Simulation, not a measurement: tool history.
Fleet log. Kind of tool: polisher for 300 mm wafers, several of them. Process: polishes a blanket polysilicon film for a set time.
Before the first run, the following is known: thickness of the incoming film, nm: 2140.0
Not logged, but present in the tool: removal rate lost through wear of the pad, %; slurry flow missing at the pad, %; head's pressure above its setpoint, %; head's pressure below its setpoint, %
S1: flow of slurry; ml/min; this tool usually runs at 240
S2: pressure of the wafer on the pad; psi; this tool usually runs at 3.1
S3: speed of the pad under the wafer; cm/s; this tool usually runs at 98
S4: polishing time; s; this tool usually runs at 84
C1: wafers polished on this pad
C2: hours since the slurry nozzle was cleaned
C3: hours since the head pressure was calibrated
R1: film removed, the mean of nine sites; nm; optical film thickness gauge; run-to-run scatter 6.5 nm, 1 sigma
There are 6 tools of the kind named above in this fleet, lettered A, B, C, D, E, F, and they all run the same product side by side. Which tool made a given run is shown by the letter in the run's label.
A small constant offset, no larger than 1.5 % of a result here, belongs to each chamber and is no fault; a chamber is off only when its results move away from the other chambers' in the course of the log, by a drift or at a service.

At hour 4.7: chamber D: worn pad replaced by a new one.
Run 1E, hour 10.2: usual settings; C1 224; C2 215.1; C3 401.9. Result: R1 900.79 nm.
Run 2F, hour 18.9: usual settings; C1 246; C2 53.5; C3 104.7. Result: R1 899.18 nm.
Run 3C, hour 27.7: usual settings; C1 272; C2 403.0; C3 1286.3. Result: R1 902.74 nm.
Run 4D, hour 37.7: usual settings; C1 281; C2 692.3; C3 537.8. Result: R1 907.30 nm.
At hour 39.6: chamber A: worn pad replaced by a new one.
Run 5B, hour 44.2: usual settings but S2 3.9 psi, S3 66 cm/s; C1 604; C2 387.3; C3 1211.4. Result: R1 774.49 nm.
Run 6A, hour 51.3: usual settings but S2 3.9 psi, S3 66 cm/s; C1 99; C2 351.9; C3 253.9. Result: R1 765.76 nm.
Run 7B, hour 60.4: usual settings but S2 3.9 psi, S3 66 cm/s; C1 741; C2 403.5; C3 1227.6. Result: R1 777.29 nm.
At hour 65.0: chamber F: worn pad replaced by a new one.
At hour 68.9: chamber D: slurry nozzle cleaned.
Run 8C, hour 69.4: usual settings but S2 3.9 psi, S3 66 cm/s; C1 626; C2 444.7; C3 1328.0. Result: R1 770.35 nm.
Run 9D, hour 76.7: usual settings but S2 3.9 psi, S3 66 cm/s; C1 612; C2 7.9; C3 576.8. Result: R1 755.23 nm.
Run 10F, hour 82.1: usual settings but S2 3.9 psi, S3 66 cm/s; C1 145; C2 116.7; C3 167.9. Result: R1 761.65 nm.
At hour 91.2: chamber B: worn pad replaced by a new one.
Run 11A, hour 93.3: usual settings; C1 456; C2 393.9; C3 295.9. Result: R1 893.93 nm.
At hour 99.7: chamber C: worn pad replaced by a new one.
Run 12E, hour 104.0: usual settings; C1 1020; C2 308.9; C3 495.7. Result: R1 900.24 nm.
Run 13B, hour 114.2: usual settings; C1 195; C2 457.3; C3 1281.4. Result: R1 902.43 nm.
At hour 117.3: chamber C: head pressure recalibrated.
At hour 121.4: chamber E: worn pad replaced by a new one.
Run 14C, hour 121.8: usual settings but S1 200 ml/min; C1 188; C2 497.1; C3 4.5. Result: R1 886.48 nm.
At hour 128.6: chamber A: worn pad replaced by a new one.
Run 15F, hour 132.8: usual settings but S1 200 ml/min; C1 575; C2 167.4; C3 218.6. Result: R1 884.13 nm.
At hour 133.1: chamber F: worn pad replaced by a new one.
At hour 137.2: chamber D: worn pad replaced by a new one.
Run 16A, hour 139.8: usual settings but S1 200 ml/min; C1 95; C2 440.4; C3 342.4. Result: R1 877.66 nm.
Run 17D, hour 147.8: usual settings but S1 200 ml/min; C1 90; C2 79.0; C3 647.9. Result: R1 880.73 nm.
At hour 150.7: chamber B: head pressure recalibrated.
Run 18E, hour 154.4: usual settings but S1 200 ml/min; C1 280; C2 359.3; C3 546.1. Result: R1 874.95 nm.
Run 19B, hour 164.0: usual settings but S1 200 ml/min; C1 618; C2 507.1; C3 13.3. Result: R1 817.25 nm.
Run 20D, hour 170.1: usual settings but S3 78 cm/s; C1 280; C2 101.3; C3 670.2. Result: R1 717.18 nm.
Run 21E, hour 176.5: usual settings but S3 78 cm/s; C1 468; C2 381.4; C3 568.2. Result: R1 714.30 nm.
Run 22F, hour 182.1: usual settings but S3 78 cm/s; C1 416; C2 216.7; C3 267.9. Result: R1 731.16 nm.
Run 23C, hour 190.6: usual settings but S3 78 cm/s; C1 772; C2 565.9; C3 73.3. Result: R1 721.12 nm.
At hour 195.8: chamber F: worn pad replaced by a new one.
Run 24A, hour 196.7: usual settings but S3 78 cm/s; C1 578; C2 497.3; C3 399.3. Result: R1 708.62 nm.
At hour 202.9: chamber A: worn pad replaced by a new one.
Run 25E, hour 203.9: usual settings but S3 78 cm/s; C1 701; C2 408.8; C3 595.6. Result: R1 721.11 nm.
At hour 204.1: chamber C: worn pad replaced by a new one.
At hour 207.5: chamber B: worn pad replaced by a new one.
Run 26C, hour 211.4: usual settings; C1 62; C2 586.7; C3 94.1. Result: R1 905.05 nm.
At hour 214.6: chamber E: slurry nozzle cleaned.
At hour 215.3: chamber F: head pressure recalibrated.
Run 27D, hour 218.8: usual settings; C1 693; C2 150.0; C3 718.9. Result: R1 898.50 nm.
At hour 219.7: chamber A: head pressure recalibrated.
At hour 223.8: chamber A: slurry nozzle cleaned.
Run 28A, hour 227.1: usual settings; C1 206; C2 3.3; C3 7.5. Result: R1 898.01 nm.
Run 29B, hour 235.1: usual settings; C1 235; C2 578.2; C3 84.4. Result: R1 833.96 nm.
Run 30F, hour 242.0: usual settings; C1 393; C2 276.6; C3 26.8. Result: R1 901.19 nm.
Run 31F, hour 252.7: usual settings; C1 483; C2 287.3; C3 37.5. Result: R1 892.26 nm.
At hour 255.5: chamber B: slurry nozzle cleaned.
At hour 257.8: chamber D: worn pad replaced by a new one.
Run 32B, hour 260.3: usual settings; C1 449; C2 4.8; C3 109.6. Result: R1 829.19 nm.
Run 33E, hour 271.0: usual settings; C1 1270; C2 56.4; C3 662.7. Result: R1 911.71 nm.
Run 34D, hour 276.4: usual settings; C1 158; C2 207.6; C3 776.5. Result: R1 897.79 nm.
Run 35C, hour 284.2: usual settings; C1 680; C2 659.5; C3 166.9. Result: R1 913.49 nm.
Run 36A, hour 289.5: usual settings but S2 4.1 psi, S4 99 s; C1 736; C2 65.7; C3 69.9. Result: R1 1408.60 nm.

Has any chamber moved away from the others, gradually or after a service, or does the common gauge drift, or do the chambers differ only by their own small steady offsets? State the chamber and the most likely cause if one applies.

Chamber B came out of a service off from its peers and stayed that way.
What lies behind it: head's pressure below its setpoint, % = 7.78.

Below are 4 candidate recipes for chamber B's next run, each the usual settings with a change, their results shown as question marks. Which of them brings B's results back in line with what the other chambers give on the usual settings?
To be in line, a result may differ from the other chambers' mean on the usual settings by at most: R1 23.00 nm
Run 37B-1, hour 297.7: usual settings but S2 3.0 psi, S4 81 s. Result: R1 ?.
Run 37B-2, hour 297.7: usual settings but S3 100 cm/s, S4 85 s. Result: R1 ?.
Run 37B-3, hour 297.7: usual settings but S2 3.0 psi. Result: R1 ?.
Run 37B-4, hour 297.7: usual settings but S2 3.2 psi, S3 102 cm/s. Result: R1 ?.

What the other chambers average on the usual settings: R1 901.27 nm
  run      R1
37B-1  775.21
37B-2  858.04
37B-3  803.93
37B-4  893.08
The answer is 37B-4, which returns the chamber to within the allowed miss of the others.

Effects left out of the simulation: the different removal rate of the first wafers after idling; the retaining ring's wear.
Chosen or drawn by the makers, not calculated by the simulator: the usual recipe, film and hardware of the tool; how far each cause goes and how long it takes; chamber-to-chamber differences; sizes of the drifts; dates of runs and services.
